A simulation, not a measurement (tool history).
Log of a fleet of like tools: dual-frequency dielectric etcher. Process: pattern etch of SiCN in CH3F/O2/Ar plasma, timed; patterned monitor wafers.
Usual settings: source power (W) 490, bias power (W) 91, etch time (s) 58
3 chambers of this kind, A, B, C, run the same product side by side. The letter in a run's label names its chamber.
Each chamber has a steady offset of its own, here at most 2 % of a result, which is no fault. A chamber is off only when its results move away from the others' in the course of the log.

| run | hour | source power (W) | bias power (W) | etch time (s) | hours since the last wet clean | hours since the last source power generator calibration | hours since the last bias power generator calibration | read-back reference wafer on the same gauge, depth_nm | mean etch depth across the wafer (nm) |
|---|---|---|---|---|---|---|---|---|---|
| 1A | 12.9 | 490 | 91 | 58 | 197.2 | 2355.9 | 1135.1 | 28.722 | 26.143 |
| 2B | 19.7 | 490 | 91 | 58 | 166.7 | 929.6 | 2829.6 | 28.678 | 25.746 |
| 3C | 30.3 | 490 | 91 | 58 | 382.6 | 257.2 | 1121.5 | 28.667 | 25.606 |
| 4A | 36.2 | 490 | 91 | 58 | 220.5 | 2379.2 | 1158.4 | 28.725 | 26.149 |
| 5C | 46.2 | 490 | 91 | 58 | 398.5 | 273.1 | 1137.4 | 28.671 | 25.875 |
| 6B | 58.8 | 490 | 91 | 58 | 205.8 | 968.7 | 2868.7 | 28.707 | 25.615 |
| 7B | 67.1 | 490 | 91 | 58 | 214.1 | 977 | 2877 | 28.715 | 25.504 |
| 8A | 74.5 | 490 | 91 | 64.5 | 258.8 | 2417.5 | 1196.7 | 28.686 | 28.705 |
| 9C | 85.3 | 490 | 91 | 64.5 | 437.6 | 312.2 | 1176.5 | 28.679 | 28.555 |
| 10B | 92 | 490 | 91 | 64.5 | 239 | 1001.9 | 2901.9 | 28.729 | 28.621 |
| 11A | 102.5 | 490 | 91 | 58 | 286.8 | 2445.5 | 1224.7 | 28.685 | 26.158 |
| 12C | 116.2 | 490 | 91 | 58 | 468.5 | 343.1 | 1207.4 | 28.669 | 25.783 |
| 13B | 124.2 | 490 | 91 | 58 | 271.2 | 1034.1 | 2934.1 | 28.714 | 25.522 |
| 14C | 133.2 | 490 | 91 | 58 | 485.5 | 360.1 | 1224.4 | 28.697 | 25.284 |
| 15A | 142.6 | 490 | 91 | 58 | 326.9 | 2485.6 | 1264.8 | 28.677 | 26.109 |
| 16A | 149.6 | 400 | 69 | 58 | 333.9 | 2492.6 | 1271.8 | 28.719 | 21.998 |
| 17C | 162.2 | 400 | 69 | 58 | 514.5 | 389.1 | 1253.4 | 28.655 | 21.089 |
| 18B | 174.5 | 400 | 69 | 58 | 321.5 | 1084.4 | 2984.4 | 28.676 | 21.353 |
| 19A | 188.4 | 490 | 91 | 65.5 | 372.7 | 2531.4 | 1310.6 | 28.704 | 29.391 |
| 20C | 197.1 | 490 | 91 | 65.5 | 549.4 | 424 | 1288.3 | 28.674 | 27.818 |
| 21B | 205 | 490 | 91 | 65.5 | 352 | 1114.9 | 3014.9 | 28.661 | 28.948 |
| 22A | 211.1 | 490 | 91 | 58 | 395.4 | 2554.1 | 1333.3 | 28.668 | 25.729 |

Is one chamber off against the others, does the gauge drift, or is nothing wrong? If a chamber is off, say which, and what the likeliest cause is.

Chamber C drifts away from the others.
Cause: etch rate under this chamber's usual, % = 4.68.

Here are 4 candidates for chamber C's next run, each the usual settings with a change, their results left as question marks. Which one brings its results back in line with what the others give on the usual settings?
In line means no further than this from the other chambers' mean on the usual settings: mean etch depth across the wafer (nm) 0.46
| 23C-1 | 221 | 500 | 92 | 60.5 |  |  |  |  | ? |
| 23C-2 | 221 | 480 | 88 | 58 |  |  |  |  | ? |
| 23C-3 | 221 | 490 | 96 | 58 |  |  |  |  | ? |
| 23C-4 | 221 | 480 | 90 | 55.5 |  |  |  |  | ? |

The other chambers' mean on the usual settings: mean etch depth across the wafer (nm) 25.813
| run | mean etch depth across the wafer (nm) |
|---|---|
| 23C-1 | 25.942 |
| 23C-2 | 24.109 |
| 23C-3 | 25.073 |
| 23C-4 | 23.258 |
23C-1 brings the chamber back in line.
